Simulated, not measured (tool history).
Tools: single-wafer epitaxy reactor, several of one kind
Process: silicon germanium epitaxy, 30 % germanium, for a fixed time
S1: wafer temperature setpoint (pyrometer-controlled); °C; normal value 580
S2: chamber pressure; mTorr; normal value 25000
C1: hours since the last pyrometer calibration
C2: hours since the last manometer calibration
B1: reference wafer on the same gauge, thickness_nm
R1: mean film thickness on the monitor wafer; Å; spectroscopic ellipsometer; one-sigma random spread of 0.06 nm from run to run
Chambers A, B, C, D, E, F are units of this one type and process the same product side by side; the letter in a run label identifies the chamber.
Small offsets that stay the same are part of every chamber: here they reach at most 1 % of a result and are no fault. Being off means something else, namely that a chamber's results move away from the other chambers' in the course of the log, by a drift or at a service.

run 1D hour=7.5 | S1=580 S2=25000 | C1=84.8 C2=476.6 | B1=52.7 | R1=441.18
run 2F hour=22 | S1=580 S2=25000 | C1=1230.2 C2=790.5 | B1=52.712 | R1=447.38
run 3A hour=36.1 | S1=580 S2=25000 | C1=619.2 C2=935.4 | B1=52.71 | R1=446.31
run 4C hour=43.9 | S1=580 S2=25000 | C1=1050.1 C2=719.6 | B1=52.739 | R1=447.78
run 5B hour=52.3 | S1=580 S2=25000 | C1=627.6 C2=2206.8 | B1=52.743 | R1=445.67
-- hour=60.7 chamber C: pyrometer calibrated
run 6E hour=60.9 | S1=580 S2=25000 | C1=511.4 C2=2050.6 | B1=52.741 | R1=448.73
run 7B hour=67.6 | S1=580 S2=25000 | C1=642.9 C2=2222.1 | B1=52.749 | R1=446.47
run 8A hour=80.1 | S1=580 S2=27400 | C1=663.2 C2=979.4 | B1=52.78 | R1=464.83
run 9E hour=90.9 | S1=580 S2=27400 | C1=541.4 C2=2080.6 | B1=52.744 | R1=464.35
run 10C hour=102.7 | S1=580 S2=27400 | C1=42.1 C2=778.4 | B1=52.766 | R1=464.58
-- hour=103.2 chamber B: capacitance manometer re-zeroed and calibrated
run 11F hour=110.9 | S1=580 S2=27400 | C1=1319.1 C2=879.4 | B1=52.764 | R1=464.21
run 12D hour=122.6 | S1=580 S2=27400 | C1=199.9 C2=591.7 | B1=52.784 | R1=457.24
run 13D hour=132.5 | S1=580 S2=27400 | C1=209.8 C2=601.6 | B1=52.766 | R1=457.65
run 14E hour=142 | S1=580 S2=25000 | C1=592.5 C2=2131.7 | B1=52.781 | R1=448.38
run 15F hour=156.3 | S1=580 S2=25000 | C1=1364.5 C2=924.8 | B1=52.791 | R1=447.81
run 16B hour=163.4 | S1=580 S2=25000 | C1=738.7 C2=60.3 | B1=52.805 | R1=445.88
run 17C hour=174.6 | S1=580 S2=25000 | C1=114 C2=850.3 | B1=52.798 | R1=448.67
run 18A hour=181.8 | S1=580 S2=25000 | C1=764.9 C2=1081.1 | B1=52.821 | R1=446.59
run 19A hour=194.8 | S1=580 S2=25000 | C1=777.9 C2=1094.1 | B1=52.83 | R1=447.3
run 20F hour=206.6 | S1=580 S2=25000 | C1=1414.8 C2=975.1 | B1=52.823 | R1=448.65
run 21C hour=218.4 | S1=580 S2=25000 | C1=157.8 C2=894.1 | B1=52.833 | R1=449.3
run 22B hour=231 | S1=580 S2=25000 | C1=806.3 C2=127.9 | B1=52.849 | R1=447.76
run 23E hour=241 | S1=580 S2=25000 | C1=691.5 C2=2230.7 | B1=52.856 | R1=449.87
-- hour=245.6 chamber F: pyrometer calibrated
run 24D hour=250.5 | S1=573 S2=27100 | C1=327.8 C2=719.6 | B1=52.868 | R1=398.04
run 25B hour=264.5 | S1=573 S2=27100 | C1=839.8 C2=161.4 | B1=52.887 | R1=403.79
run 26F hour=272.6 | S1=573 S2=27100 | C1=27.1 C2=1041.1 | B1=52.863 | R1=405.09
run 27E hour=284.1 | S1=573 S2=27100 | C1=734.6 C2=2273.8 | B1=52.894 | R1=404.66
run 28C hour=297.4 | S1=573 S2=27100 | C1=236.8 C2=973.1 | B1=52.872 | R1=404.92
run 29D hour=305.5 | S1=573 S2=27100 | C1=382.8 C2=774.6 | B1=52.892 | R1=397.55
run 30A hour=319.6 | S1=594 S2=20200 | C1=902.7 C2=1218.9 | B1=52.901 | R1=535.84
run 31A hour=332.1 | S1=594 S2=20200 | C1=915.2 C2=1231.4 | B1=52.899 | R1=536.28
run 32B hour=345.3 | S1=594 S2=20200 | C1=920.6 C2=242.2 | B1=52.913 | R1=534.94
run 33C hour=355.7 | S1=594 S2=20200 | C1=295.1 C2=1031.4 | B1=52.929 | R1=540.39
run 34F hour=364.8 | S1=594 S2=20200 | C1=119.3 C2=1133.3 | B1=52.92 | R1=532.7
run 35E hour=371.7 | S1=594 S2=20200 | C1=822.2 C2=2361.4 | B1=52.958 | R1=538.67
run 36D hour=385.2 | S1=580 S2=25000 | C1=462.5 C2=854.3 | B1=52.937 | R1=441.18
run 37B hour=396.9 | S1=580 S2=25000 | C1=972.2 C2=293.8 | B1=52.942 | R1=447.42
-- hour=399.2 chamber D: capacitance manometer re-zeroed and calibrated
run 38C hour=405.9 | S1=580 S2=25000 | C1=345.3 C2=1081.6 | B1=52.97 | R1=449.75
run 39E hour=414.8 | S1=580 S2=25000 | C1=865.3 C2=2404.5 | B1=52.972 | R1=450.08
run 40D hour=424.5 | S1=580 S2=25000 | C1=501.8 C2=25.4 | B1=52.982 | R1=441.48
run 41F hour=436.2 | S1=580 S2=25000 | C1=190.7 C2=1204.7 | B1=52.973 | R1=447.92
run 42A hour=448.6 | S1=580 S2=25000 | C1=1031.7 C2=1347.9 | B1=52.982 | R1=448.95

The same settings go to every chamber for the next run, one line per chamber below. Forecast the results for each:
run 43A hour=459 | S1=566 S2=25000 | R1=?
run 43B hour=459 | S1=566 S2=25000 | R1=?
run 43C hour=459 | S1=566 S2=25000 | R1=?
run 43D hour=459 | S1=566 S2=25000 | R1=?
run 43E hour=459 | S1=566 S2=25000 | R1=?
run 43F hour=459 | S1=566 S2=25000 | R1=?

run=43A R1=342.27
run=43B R1=342.15
run=43C R1=341.91
run=43D R1=336.5
run=43E R1=343.35
run=43F R1=342.49

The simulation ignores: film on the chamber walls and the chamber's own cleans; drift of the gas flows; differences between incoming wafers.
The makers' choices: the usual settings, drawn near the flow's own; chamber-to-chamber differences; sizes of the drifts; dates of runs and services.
